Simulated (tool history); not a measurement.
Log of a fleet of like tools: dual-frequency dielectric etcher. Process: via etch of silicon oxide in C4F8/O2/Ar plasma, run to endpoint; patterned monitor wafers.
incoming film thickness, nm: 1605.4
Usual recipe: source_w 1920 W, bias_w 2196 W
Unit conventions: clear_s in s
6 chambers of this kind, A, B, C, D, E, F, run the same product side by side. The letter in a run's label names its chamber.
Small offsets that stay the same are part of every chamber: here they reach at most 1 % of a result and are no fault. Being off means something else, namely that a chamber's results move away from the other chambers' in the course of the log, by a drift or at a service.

{"hour": 4.1, "done": "chamber C: wet clean of the chamber"}
{"run": "1C", "hour": 4.7, "source_w": 1920, "bias_w": 2196, "clear_s": 311.61}
{"run": "2E", "hour": 10.2, "source_w": 1920, "bias_w": 2196, "clear_s": 311.41}
{"run": "3A", "hour": 15.3, "source_w": 1920, "bias_w": 2196, "clear_s": 314.66}
{"run": "4D", "hour": 19.5, "source_w": 1920, "bias_w": 2196, "clear_s": 313.03}
{"run": "5B", "hour": 24.9, "source_w": 1920, "bias_w": 2196, "clear_s": 311.71}
{"run": "6F", "hour": 31.1, "source_w": 1630, "bias_w": 1722, "clear_s": 355.15}
{"run": "7B", "hour": 36.5, "source_w": 1630, "bias_w": 1722, "clear_s": 355.58}
{"run": "8F", "hour": 42.5, "source_w": 1630, "bias_w": 1722, "clear_s": 352.93}
{"run": "9A", "hour": 49.6, "source_w": 1630, "bias_w": 1722, "clear_s": 363.5}
{"run": "10D", "hour": 55.9, "source_w": 1630, "bias_w": 1722, "clear_s": 358.18}
{"run": "11C", "hour": 59.3, "source_w": 1630, "bias_w": 1722, "clear_s": 355.99}
{"run": "12E", "hour": 64.4, "source_w": 1920, "bias_w": 2196, "clear_s": 309.81}
{"run": "13A", "hour": 68.8, "source_w": 1920, "bias_w": 2196, "clear_s": 317.2}
{"run": "14B", "hour": 74.5, "source_w": 1920, "bias_w": 2196, "clear_s": 311.51}
{"run": "15F", "hour": 77.7, "source_w": 1920, "bias_w": 2196, "clear_s": 310.28}
{"run": "16E", "hour": 81.1, "source_w": 1920, "bias_w": 2196, "clear_s": 307.51}
{"hour": 81.6, "done": "chamber A: wet clean of the chamber"}
{"run": "17C", "hour": 86.1, "source_w": 1920, "bias_w": 2196, "clear_s": 312.75}
{"run": "18D", "hour": 89.3, "source_w": 1920, "bias_w": 2196, "clear_s": 314.25}
{"run": "19A", "hour": 94.7, "source_w": 1920, "bias_w": 2196, "clear_s": 313.96}
{"run": "20D", "hour": 100.6, "source_w": 1920, "bias_w": 2196, "clear_s": 314.62}
{"run": "21E", "hour": 105.5, "source_w": 1920, "bias_w": 2196, "clear_s": 312.28}
{"run": "22F", "hour": 112.3, "source_w": 1920, "bias_w": 2196, "clear_s": 309.76}
{"run": "23B", "hour": 115.7, "source_w": 1920, "bias_w": 2196, "clear_s": 312.64}
{"hour": 120.2, "done": "chamber B: wet clean of the chamber"}
{"run": "24C", "hour": 122.2, "source_w": 1920, "bias_w": 2196, "clear_s": 313.19}
{"run": "25B", "hour": 125.3, "source_w": 1920, "bias_w": 2196, "clear_s": 296.11}
{"run": "26C", "hour": 129.4, "source_w": 1920, "bias_w": 2196, "clear_s": 310.92}
{"run": "27F", "hour": 135.1, "source_w": 1920, "bias_w": 2196, "clear_s": 309.63}
{"run": "28D", "hour": 139.5, "source_w": 1920, "bias_w": 1876, "clear_s": 326.47}
{"run": "29E", "hour": 144.4, "source_w": 1920, "bias_w": 1876, "clear_s": 325.07}
{"run": "30A", "hour": 147.7, "source_w": 1920, "bias_w": 1876, "clear_s": 330.56}
{"run": "31A", "hour": 153.2, "source_w": 1920, "bias_w": 1876, "clear_s": 328.36}
{"run": "32F", "hour": 157.8, "source_w": 1920, "bias_w": 1876, "clear_s": 322.73}
{"run": "33E", "hour": 164.8, "source_w": 1920, "bias_w": 1876, "clear_s": 322.59}
{"run": "34D", "hour": 170.6, "source_w": 2250, "bias_w": 2196, "clear_s": 295.2}
{"run": "35C", "hour": 177.0, "source_w": 2250, "bias_w": 2196, "clear_s": 292.58}
{"run": "36B", "hour": 180.2, "source_w": 2250, "bias_w": 2196, "clear_s": 280.89}
{"run": "37A", "hour": 184.7, "source_w": 2250, "bias_w": 2196, "clear_s": 296.81}
{"run": "38E", "hour": 188.9, "source_w": 2250, "bias_w": 2196, "clear_s": 291.72}

For the next run the whole fleet of 6 chambers uses the same settings. Give each chamber's results:
{"run": "39A", "hour": 194.0, "source_w": 1920, "bias_w": 2678, "clear_s": "?"}
{"run": "39B", "hour": 194.0, "source_w": 1920, "bias_w": 2678, "clear_s": "?"}
{"run": "39C", "hour": 194.0, "source_w": 1920, "bias_w": 2678, "clear_s": "?"}
{"run": "39D", "hour": 194.0, "source_w": 1920, "bias_w": 2678, "clear_s": "?"}
{"run": "39E", "hour": 194.0, "source_w": 1920, "bias_w": 2678, "clear_s": "?"}
{"run": "39F", "hour": 194.0, "source_w": 1920, "bias_w": 2678, "clear_s": "?"}

run=39A clear_s=298.51
run=39B clear_s=282.32
run=39C clear_s=296.34
run=39D clear_s=295.31
run=39E clear_s=294.96
run=39F clear_s=292
